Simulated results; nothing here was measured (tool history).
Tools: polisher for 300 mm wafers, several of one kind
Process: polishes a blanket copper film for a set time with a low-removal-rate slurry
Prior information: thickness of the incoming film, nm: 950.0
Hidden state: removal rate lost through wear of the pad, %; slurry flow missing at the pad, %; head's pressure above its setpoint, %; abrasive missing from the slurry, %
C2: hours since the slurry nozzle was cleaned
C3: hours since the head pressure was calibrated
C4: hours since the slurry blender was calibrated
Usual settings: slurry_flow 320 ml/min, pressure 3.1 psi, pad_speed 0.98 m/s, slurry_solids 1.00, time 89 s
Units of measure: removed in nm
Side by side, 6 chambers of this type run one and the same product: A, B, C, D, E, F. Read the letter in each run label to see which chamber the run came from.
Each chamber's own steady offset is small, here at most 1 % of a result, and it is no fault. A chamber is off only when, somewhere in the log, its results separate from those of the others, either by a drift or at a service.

{"hour": 1.8, "done": "chamber E: slurry blender recalibrated"}
{"hour": 5.4, "done": "chamber E: worn pad replaced by a new one"}
{"run": "1A", "hour": 7.8, "slurry_flow": 320, "pressure": 3.1, "pad_speed": 0.98, "slurry_solids": 1.0, "time": 89, "wafers polished on this pad": 906, "C2": 15.0, "C3": 46.3, "C4": 192.9, "removed": 267.89}
{"run": "2F", "hour": 14.4, "slurry_flow": 320, "pressure": 3.1, "pad_speed": 0.98, "slurry_solids": 1.0, "time": 89, "wafers polished on this pad": 346, "C2": 168.1, "C3": 1020.6, "C4": 84.1, "removed": 268.59}
{"hour": 17.5, "done": "chamber A: worn pad replaced by a new one"}
{"hour": 20.3, "done": "chamber E: slurry nozzle cleaned"}
{"run": "3E", "hour": 21.1, "slurry_flow": 320, "pressure": 3.1, "pad_speed": 0.98, "slurry_solids": 1.0, "time": 89, "wafers polished on this pad": 148, "C2": 0.8, "C3": 212.4, "C4": 19.4, "removed": 271.26}
{"run": "4B", "hour": 25.2, "slurry_flow": 320, "pressure": 3.1, "pad_speed": 0.98, "slurry_solids": 1.0, "time": 89, "wafers polished on this pad": 419, "C2": 334.4, "C3": 943.1, "C4": 54.1, "removed": 266.6}
{"run": "5D", "hour": 31.7, "slurry_flow": 320, "pressure": 3.1, "pad_speed": 0.98, "slurry_solids": 1.0, "time": 89, "wafers polished on this pad": 586, "C2": 235.1, "C3": 128.5, "C4": 399.9, "removed": 268.93}
{"hour": 32.4, "done": "chamber A: slurry blender recalibrated"}
{"hour": 36.5, "done": "chamber B: head pressure recalibrated"}
{"run": "6C", "hour": 38.3, "slurry_flow": 320, "pressure": 3.1, "pad_speed": 0.98, "slurry_solids": 1.0, "time": 89, "wafers polished on this pad": 910, "C2": 46.7, "C3": 563.2, "C4": 171.8, "removed": 263.9}
{"run": "7C", "hour": 43.3, "slurry_flow": 320, "pressure": 3.1, "pad_speed": 0.98, "slurry_solids": 1.0, "time": 89, "wafers polished on this pad": 957, "C2": 51.7, "C3": 568.2, "C4": 176.8, "removed": 267.08}
{"hour": 45.1, "done": "chamber F: worn pad replaced by a new one"}
{"hour": 46.7, "done": "chamber D: slurry blender recalibrated"}
{"run": "8F", "hour": 47.1, "slurry_flow": 320, "pressure": 3.1, "pad_speed": 0.98, "slurry_solids": 1.0, "time": 89, "wafers polished on this pad": 19, "C2": 200.8, "C3": 1053.3, "C4": 116.8, "removed": 272.36}
{"run": "9B", "hour": 54.6, "slurry_flow": 320, "pressure": 3.1, "pad_speed": 0.98, "slurry_solids": 1.0, "time": 89, "wafers polished on this pad": 695, "C2": 363.8, "C3": 18.2, "C4": 83.5, "removed": 266.83}
{"hour": 58.8, "done": "chamber C: slurry blender recalibrated"}
{"run": "10A", "hour": 60.5, "slurry_flow": 320, "pressure": 3.1, "pad_speed": 0.98, "slurry_solids": 1.0, "time": 89, "wafers polished on this pad": 404, "C2": 67.7, "C3": 99.0, "C4": 28.2, "removed": 270.16}
{"hour": 61.7, "done": "chamber D: worn pad replaced by a new one"}
{"run": "11D", "hour": 64.7, "slurry_flow": 320, "pressure": 3.7, "pad_speed": 0.98, "slurry_solids": 1.0, "time": 104, "wafers polished on this pad": 28, "C2": 268.1, "C3": 161.5, "C4": 18.1, "removed": 372.97}
{"run": "12E", "hour": 69.4, "slurry_flow": 320, "pressure": 3.7, "pad_speed": 0.98, "slurry_solids": 1.0, "time": 104, "wafers polished on this pad": 602, "C2": 49.1, "C3": 260.7, "C4": 67.7, "removed": 374.51}
{"hour": 70.4, "done": "chamber C: worn pad replaced by a new one"}
{"run": "13D", "hour": 74.5, "slurry_flow": 320, "pressure": 3.7, "pad_speed": 0.98, "slurry_solids": 1.0, "time": 104, "wafers polished on this pad": 121, "C2": 277.9, "C3": 171.3, "C4": 27.9, "removed": 372.6}
{"run": "14C", "hour": 78.8, "slurry_flow": 320, "pressure": 3.7, "pad_speed": 0.98, "slurry_solids": 1.0, "time": 104, "wafers polished on this pad": 79, "C2": 87.2, "C3": 603.7, "C4": 20.0, "removed": 370.69}
{"hour": 81.8, "done": "chamber E: worn pad replaced by a new one"}
{"run": "15E", "hour": 83.5, "slurry_flow": 320, "pressure": 3.7, "pad_speed": 0.98, "slurry_solids": 1.0, "time": 104, "wafers polished on this pad": 16, "C2": 63.2, "C3": 274.8, "C4": 81.8, "removed": 373.02}
{"run": "16F", "hour": 87.9, "slurry_flow": 320, "pressure": 3.7, "pad_speed": 0.98, "slurry_solids": 1.0, "time": 104, "wafers polished on this pad": 402, "C2": 241.6, "C3": 1094.1, "C4": 157.6, "removed": 372.9}
{"run": "17B", "hour": 95.7, "slurry_flow": 320, "pressure": 3.1, "pad_speed": 0.74, "slurry_solids": 1.0, "time": 78, "wafers polished on this pad": 1082, "C2": 404.9, "C3": 59.3, "C4": 124.6, "removed": 179.52}
{"run": "18A", "hour": 104.2, "slurry_flow": 320, "pressure": 3.1, "pad_speed": 0.74, "slurry_solids": 1.0, "time": 78, "wafers polished on this pad": 815, "C2": 111.4, "C3": 142.7, "C4": 71.9, "removed": 176.67}
{"hour": 107.0, "done": "chamber F: worn pad replaced by a new one"}
{"run": "19C", "hour": 109.6, "slurry_flow": 320, "pressure": 3.1, "pad_speed": 0.74, "slurry_solids": 1.0, "time": 78, "wafers polished on this pad": 368, "C2": 118.0, "C3": 634.5, "C4": 50.8, "removed": 175.89}
{"run": "20E", "hour": 115.1, "slurry_flow": 320, "pressure": 3.1, "pad_speed": 0.74, "slurry_solids": 1.0, "time": 78, "wafers polished on this pad": 313, "C2": 94.8, "C3": 306.4, "C4": 113.4, "removed": 179.74}
{"hour": 117.5, "done": "chamber B: worn pad replaced by a new one"}
{"run": "21F", "hour": 119.0, "slurry_flow": 320, "pressure": 3.1, "pad_speed": 0.74, "slurry_solids": 1.0, "time": 78, "wafers polished on this pad": 113, "C2": 272.7, "C3": 1125.2, "C4": 188.7, "removed": 176.96}
{"run": "22D", "hour": 125.9, "slurry_flow": 320, "pressure": 3.1, "pad_speed": 0.74, "slurry_solids": 1.0, "time": 78, "wafers polished on this pad": 604, "C2": 329.3, "C3": 222.7, "C4": 79.3, "removed": 176.84}
{"run": "23B", "hour": 132.3, "slurry_flow": 320, "pressure": 3.1, "pad_speed": 0.98, "slurry_solids": 1.0, "time": 89, "wafers polished on this pad": 139, "C2": 441.5, "C3": 95.9, "C4": 161.2, "removed": 273.32}
{"hour": 133.8, "done": "chamber A: worn pad replaced by a new one"}
{"run": "24A", "hour": 140.8, "slurry_flow": 320, "pressure": 3.1, "pad_speed": 0.98, "slurry_solids": 1.0, "time": 89, "wafers polished on this pad": 66, "C2": 148.0, "C3": 179.3, "C4": 108.5, "removed": 270.18}
{"hour": 147.8, "done": "chamber E: worn pad replaced by a new one"}
{"run": "25F", "hour": 148.4, "slurry_flow": 320, "pressure": 3.1, "pad_speed": 0.98, "slurry_solids": 1.0, "time": 89, "wafers polished on this pad": 389, "C2": 302.1, "C3": 1154.6, "C4": 218.1, "removed": 263.97}
{"run": "26D", "hour": 155.2, "slurry_flow": 320, "pressure": 3.1, "pad_speed": 0.98, "slurry_solids": 1.0, "time": 89, "wafers polished on this pad": 879, "C2": 358.6, "C3": 252.0, "C4": 108.6, "removed": 266.35}
{"run": "27A", "hour": 161.4, "slurry_flow": 320, "pressure": 3.1, "pad_speed": 0.98, "slurry_solids": 1.0, "time": 89, "wafers polished on this pad": 260, "C2": 168.6, "C3": 199.9, "C4": 129.1, "removed": 272.04}
{"hour": 162.4, "done": "chamber F: slurry blender recalibrated"}
{"run": "28B", "hour": 166.2, "slurry_flow": 320, "pressure": 3.1, "pad_speed": 0.98, "slurry_solids": 1.0, "time": 89, "wafers polished on this pad": 458, "C2": 475.4, "C3": 129.8, "C4": 195.1, "removed": 269.71}
{"hour": 168.2, "done": "chamber D: worn pad replaced by a new one"}
{"hour": 168.7, "done": "chamber F: worn pad replaced by a new one"}
{"run": "29C", "hour": 173.1, "slurry_flow": 320, "pressure": 3.1, "pad_speed": 0.98, "slurry_solids": 1.0, "time": 89, "wafers polished on this pad": 965, "C2": 181.5, "C3": 698.0, "C4": 114.3, "removed": 266.66}
{"run": "30E", "hour": 178.4, "slurry_flow": 320, "pressure": 3.1, "pad_speed": 0.98, "slurry_solids": 1.0, "time": 89, "wafers polished on this pad": 288, "C2": 158.1, "C3": 369.7, "C4": 176.7, "removed": 265.3}
{"run": "31F", "hour": 184.1, "slurry_flow": 320, "pressure": 3.1, "pad_speed": 0.98, "slurry_solids": 1.0, "time": 89, "wafers polished on this pad": 145, "C2": 337.8, "C3": 1190.3, "C4": 21.7, "removed": 267.53}
{"run": "32D", "hour": 191.7, "slurry_flow": 320, "pressure": 3.1, "pad_speed": 0.98, "slurry_solids": 1.0, "time": 89, "wafers polished on this pad": 221, "C2": 395.1, "C3": 288.5, "C4": 145.1, "removed": 267.44}
{"run": "33C", "hour": 196.1, "slurry_flow": 320, "pressure": 3.1, "pad_speed": 0.98, "slurry_solids": 1.0, "time": 89, "wafers polished on this pad": 1182, "C2": 204.5, "C3": 721.0, "C4": 137.3, "removed": 264.87}
{"run": "34A", "hour": 200.3, "slurry_flow": 320, "pressure": 3.1, "pad_speed": 0.98, "slurry_solids": 1.25, "time": 89, "wafers polished on this pad": 626, "C2": 207.5, "C3": 238.8, "C4": 168.0, "removed": 282.99}
{"run": "35E", "hour": 208.5, "slurry_flow": 320, "pressure": 3.1, "pad_speed": 0.98, "slurry_solids": 1.25, "time": 89, "wafers polished on this pad": 571, "C2": 188.2, "C3": 399.8, "C4": 206.8, "removed": 281.36}
{"hour": 211.4, "done": "chamber C: worn pad replaced by a new one"}
{"run": "36B", "hour": 214.1, "slurry_flow": 320, "pressure": 3.1, "pad_speed": 0.98, "slurry_solids": 1.25, "time": 89, "wafers polished on this pad": 909, "C2": 523.3, "C3": 177.7, "C4": 243.0, "removed": 281.13}
{"run": "37A", "hour": 218.7, "slurry_flow": 320, "pressure": 3.1, "pad_speed": 0.98, "slurry_solids": 1.25, "time": 89, "wafers polished on this pad": 799, "C2": 225.9, "C3": 257.2, "C4": 186.4, "removed": 282.97}
{"run": "38C", "hour": 226.3, "slurry_flow": 320, "pressure": 3.1, "pad_speed": 0.98, "slurry_solids": 1.25, "time": 89, "wafers polished on this pad": 140, "C2": 234.7, "C3": 751.2, "C4": 167.5, "removed": 278.57}

Next, every chamber runs the same settings. What will each give?
{"run": "39A", "hour": 232.4, "slurry_flow": 320, "pressure": 3.1, "pad_speed": 0.74, "slurry_solids": 1.0, "time": 89, "removed": "?"}
{"run": "39B", "hour": 232.4, "slurry_flow": 320, "pressure": 3.1, "pad_speed": 0.74, "slurry_solids": 1.0, "time": 89, "removed": "?"}
{"run": "39C", "hour": 232.4, "slurry_flow": 320, "pressure": 3.1, "pad_speed": 0.74, "slurry_solids": 1.0, "time": 89, "removed": "?"}
{"run": "39D", "hour": 232.4, "slurry_flow": 320, "pressure": 3.1, "pad_speed": 0.74, "slurry_solids": 1.0, "time": 89, "removed": "?"}
{"run": "39E", "hour": 232.4, "slurry_flow": 320, "pressure": 3.1, "pad_speed": 0.74, "slurry_solids": 1.0, "time": 89, "removed": "?"}
{"run": "39F", "hour": 232.4, "slurry_flow": 320, "pressure": 3.1, "pad_speed": 0.74, "slurry_solids": 1.0, "time": 89, "removed": "?"}

run=39A removed=202.06
run=39B removed=202.88
run=39C removed=200.65
run=39D removed=203.08
run=39E removed=203.98
run=39F removed=199.64

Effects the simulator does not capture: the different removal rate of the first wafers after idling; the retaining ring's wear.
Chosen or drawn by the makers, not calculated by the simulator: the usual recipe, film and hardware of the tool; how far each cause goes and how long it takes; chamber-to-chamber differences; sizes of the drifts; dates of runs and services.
